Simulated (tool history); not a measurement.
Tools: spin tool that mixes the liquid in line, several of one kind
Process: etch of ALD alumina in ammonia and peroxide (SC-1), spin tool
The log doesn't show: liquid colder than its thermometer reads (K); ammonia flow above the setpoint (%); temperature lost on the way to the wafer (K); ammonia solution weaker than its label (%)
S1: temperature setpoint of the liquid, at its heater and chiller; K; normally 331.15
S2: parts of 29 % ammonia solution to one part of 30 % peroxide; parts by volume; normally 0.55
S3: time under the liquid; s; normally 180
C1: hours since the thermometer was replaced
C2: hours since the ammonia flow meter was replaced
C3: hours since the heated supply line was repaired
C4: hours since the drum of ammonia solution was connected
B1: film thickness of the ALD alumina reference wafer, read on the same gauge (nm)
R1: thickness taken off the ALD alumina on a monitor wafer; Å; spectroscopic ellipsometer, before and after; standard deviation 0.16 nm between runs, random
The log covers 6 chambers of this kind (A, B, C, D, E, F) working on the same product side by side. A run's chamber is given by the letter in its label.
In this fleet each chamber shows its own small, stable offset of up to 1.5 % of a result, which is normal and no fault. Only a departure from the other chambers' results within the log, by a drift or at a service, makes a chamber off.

run 1F hour=6.6 | S1=331.15 S2=0.55 S3=180 | C1=308.4 C2=1219.5 C3=1367.3 C4=412.9 | B1=50.038 | R1=208.04
run 2C hour=9.6 | S1=331.15 S2=0.55 S3=180 | C1=1113.8 C2=729.9 C3=912.4 C4=225.2 | B1=49.965 | R1=201.41
run 3E hour=14.5 | S1=331.15 S2=0.55 S3=180 | C1=188.7 C2=530.2 C3=919.3 C4=81.3 | B1=50.046 | R1=207.13
run 4A hour=17.5 | S1=331.15 S2=0.55 S3=180 | C1=531.7 C2=420.3 C3=2227.5 C4=533.8 | B1=50.058 | R1=206.23
run 5D hour=22.7 | S1=331.15 S2=0.35 S3=140 | C1=632.9 C2=932.1 C3=1436.4 C4=737.5 | B1=49.959 | R1=153.21
run 6B hour=28.8 | S1=331.15 S2=0.35 S3=140 | C1=215.7 C2=144.3 C3=1716.4 C4=59.8 | B1=50.009 | R1=153.47
run 7C hour=33.4 | S1=331.15 S2=0.35 S3=140 | C1=1137.6 C2=753.7 C3=936.2 C4=249 | B1=50.023 | R1=151.55
run 8E hour=38.6 | S1=331.15 S2=0.35 S3=140 | C1=212.8 C2=554.3 C3=943.4 C4=105.4 | B1=50.011 | R1=152.98
run 9A hour=44.3 | S1=331.15 S2=0.35 S3=140 | C1=558.5 C2=447.1 C3=2254.3 C4=560.6 | B1=50.012 | R1=152.62
run 10F hour=50.4 | S1=331.15 S2=0.35 S3=140 | C1=352.2 C2=1263.3 C3=1411.1 C4=456.7 | B1=49.956 | R1=156.33
run 11D hour=56.4 | S1=331.15 S2=0.65 S3=80 | C1=666.6 C2=965.8 C3=1470.1 C4=771.2 | B1=50.005 | R1=94.81
run 12B hour=60.8 | S1=331.15 S2=0.65 S3=80 | C1=247.7 C2=176.3 C3=1748.4 C4=91.8 | B1=49.989 | R1=91.81
-- hour=61.4 chamber D: new drum of ammonia solution connected
run 13E hour=64.5 | S1=331.15 S2=0.65 S3=80 | C1=238.7 C2=580.2 C3=969.3 C4=131.3 | B1=49.964 | R1=93.444
run 14F hour=68.8 | S1=331.15 S2=0.65 S3=80 | C1=370.6 C2=1281.7 C3=1429.5 C4=475.1 | B1=49.966 | R1=94.283
run 15A hour=73.2 | S1=331.15 S2=0.65 S3=80 | C1=587.4 C2=476 C3=2283.2 C4=589.5 | B1=49.948 | R1=92.383
-- hour=74.2 chamber C: new drum of ammonia solution connected
run 16D hour=78 | S1=331.15 S2=0.65 S3=80 | C1=688.2 C2=987.4 C3=1491.7 C4=16.7 | B1=49.988 | R1=94.172
-- hour=80.4 chamber E: ammonia flow meter replaced
run 17B hour=83.6 | S1=331.15 S2=0.55 S3=180 | C1=270.5 C2=199.1 C3=1771.2 C4=114.6 | B1=50.016 | R1=208.98
run 18C hour=89.2 | S1=331.15 S2=0.55 S3=180 | C1=1193.4 C2=809.5 C3=992 C4=15 | B1=49.933 | R1=203.54
run 19B hour=92.6 | S1=339.65 S2=0.55 S3=220 | C1=279.5 C2=208.1 C3=1780.2 C4=123.6 | B1=49.997 | R1=387.7
run 20F hour=96.3 | S1=339.65 S2=0.55 S3=220 | C1=398.1 C2=1309.2 C3=1457 C4=502.6 | B1=50.058 | R1=386.48
run 21A hour=101.8 | S1=339.65 S2=0.55 S3=220 | C1=616 C2=504.6 C3=2311.8 C4=618.1 | B1=50.005 | R1=389.89
run 22D hour=106.7 | S1=339.65 S2=0.55 S3=220 | C1=716.9 C2=1016.1 C3=1520.4 C4=45.4 | B1=49.985 | R1=388.89
run 23C hour=109.9 | S1=339.65 S2=0.55 S3=220 | C1=1214.1 C2=830.2 C3=1012.7 C4=35.7 | B1=50.043 | R1=386.47
run 24E hour=112.9 | S1=339.65 S2=0.55 S3=220 | C1=287.1 C2=32.5 C3=1017.7 C4=179.7 | B1=49.97 | R1=385.03
run 25B hour=117.5 | S1=331.15 S2=0.55 S3=180 | C1=304.4 C2=233 C3=1805.1 C4=148.5 | B1=50.009 | R1=204.35
run 26F hour=121.2 | S1=331.15 S2=0.55 S3=180 | C1=423 C2=1334.1 C3=1481.9 C4=527.5 | B1=50.001 | R1=201.49
run 27A hour=126.1 | S1=331.15 S2=0.55 S3=180 | C1=640.3 C2=528.9 C3=2336.1 C4=642.4 | B1=50.023 | R1=205.61
run 28E hour=131.4 | S1=331.15 S2=0.55 S3=180 | C1=305.6 C2=51 C3=1036.2 C4=198.2 | B1=49.99 | R1=205.91
run 29C hour=134.6 | S1=331.15 S2=0.55 S3=180 | C1=1238.8 C2=854.9 C3=1037.4 C4=60.4 | B1=50.011 | R1=206.16
run 30D hour=140.9 | S1=331.15 S2=0.55 S3=180 | C1=751.1 C2=1050.3 C3=1554.6 C4=79.6 | B1=49.993 | R1=208.2
-- hour=142.3 chamber C: thermometer replaced
run 31B hour=146.2 | S1=331.15 S2=0.55 S3=180 | C1=333.1 C2=261.7 C3=1833.8 C4=177.2 | B1=50.003 | R1=207.15
run 32F hour=152 | S1=331.15 S2=0.55 S3=180 | C1=453.8 C2=1364.9 C3=1512.7 C4=558.3 | B1=50.026 | R1=201.85
run 33C hour=155.9 | S1=331.15 S2=0.55 S3=180 | C1=13.6 C2=876.2 C3=1058.7 C4=81.7 | B1=49.999 | R1=202.95
run 34D hour=160.9 | S1=331.15 S2=0.55 S3=180 | C1=771.1 C2=1070.3 C3=1574.6 C4=99.6 | B1=50.051 | R1=205
run 35A hour=166 | S1=331.15 S2=0.55 S3=180 | C1=680.2 C2=568.8 C3=2376 C4=682.3 | B1=49.998 | R1=206.22
run 36E hour=170.2 | S1=331.15 S2=0.55 S3=180 | C1=344.4 C2=89.8 C3=1075 C4=237 | B1=50.011 | R1=205.54
run 37D hour=174.2 | S1=328.15 S2=0.55 S3=180 | C1=784.4 C2=1083.6 C3=1587.9 C4=112.9 | B1=50 | R1=179.17
run 38A hour=178.9 | S1=328.15 S2=0.55 S3=180 | C1=693.1 C2=581.7 C3=2388.9 C4=695.2 | B1=49.973 | R1=176.71
run 39B hour=182.2 | S1=328.15 S2=0.55 S3=180 | C1=369.1 C2=297.7 C3=1869.8 C4=213.2 | B1=49.965 | R1=174.11
run 40F hour=186.3 | S1=328.15 S2=0.55 S3=180 | C1=488.1 C2=1399.2 C3=1547 C4=592.6 | B1=50.005 | R1=169.31
run 41C hour=189.4 | S1=328.15 S2=0.55 S3=180 | C1=47.1 C2=909.7 C3=1092.2 C4=115.2 | B1=50.021 | R1=174.98
run 42E hour=193.9 | S1=328.15 S2=0.55 S3=180 | C1=368.1 C2=113.5 C3=1098.7 C4=260.7 | B1=50.034 | R1=179.39

Each of the 6 chambers runs these same settings next. Fill in every chamber's results:
run 43A hour=198.6 | S1=327.15 S2=0.55 S3=180 | R1=?
run 43B hour=198.6 | S1=327.15 S2=0.55 S3=180 | R1=?
run 43C hour=198.6 | S1=327.15 S2=0.55 S3=180 | R1=?
run 43D hour=198.6 | S1=327.15 S2=0.55 S3=180 | R1=?
run 43E hour=198.6 | S1=327.15 S2=0.55 S3=180 | R1=?
run 43F hour=198.6 | S1=327.15 S2=0.55 S3=180 | R1=?

run=43A R1=165.61
run=43B R1=167.31
run=43C R1=166.44
run=43D R1=167.89
run=43E R1=167.42
run=43F R1=160.24
